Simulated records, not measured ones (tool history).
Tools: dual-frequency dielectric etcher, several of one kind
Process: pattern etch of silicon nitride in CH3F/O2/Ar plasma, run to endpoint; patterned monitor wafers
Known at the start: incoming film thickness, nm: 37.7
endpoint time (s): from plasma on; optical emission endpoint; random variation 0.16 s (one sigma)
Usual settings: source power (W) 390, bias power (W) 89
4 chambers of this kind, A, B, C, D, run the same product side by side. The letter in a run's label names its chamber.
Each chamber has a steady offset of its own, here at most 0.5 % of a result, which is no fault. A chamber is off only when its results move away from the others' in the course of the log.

run   hour  source power (W)  bias power (W)  endpoint time (s)
 1A    4.8               390              89             51.208
 2D    9.2               390              89             51.120
 3B   14.1               390              89             51.451
 4C   18.9               390              89             50.629
 5D   22.4               390              89             51.263
 6B   28.1               390              89             51.261
 7A   31.6               390              96             49.522
 8C   36.6               390              96             49.411
 9A   42.1               390              96             49.456
10C   47.0               390              96             49.778
11D   50.8               390              89             51.474
12B   56.9               390              89             51.136
13B   61.9               390              89             51.282
14A   66.8               390              89             51.192
15C   70.6               390              89             51.222
16D   74.0               390              89             50.673
17C   80.2               390              89             50.959
18A   86.3               390              89             51.341
19B   91.3               390              89             51.321
20D   96.4               390              89             50.065
21B  101.6               390              89             51.023
22C  104.8               390              89             50.782
23A  108.7               390              89             51.089
24D  112.0               320              73             57.484
25D  116.0               320              73             56.762

All 4 chambers run these settings next. Forecast each chamber's results:
26A  120.4               390              89                  ?
26B  120.4               390              89                  ?
26C  120.4               390              89                  ?
26D  120.4               390              89                  ?

run  endpoint time (s)
26A             50.997
26B             51.428
26C             50.819
26D             49.124
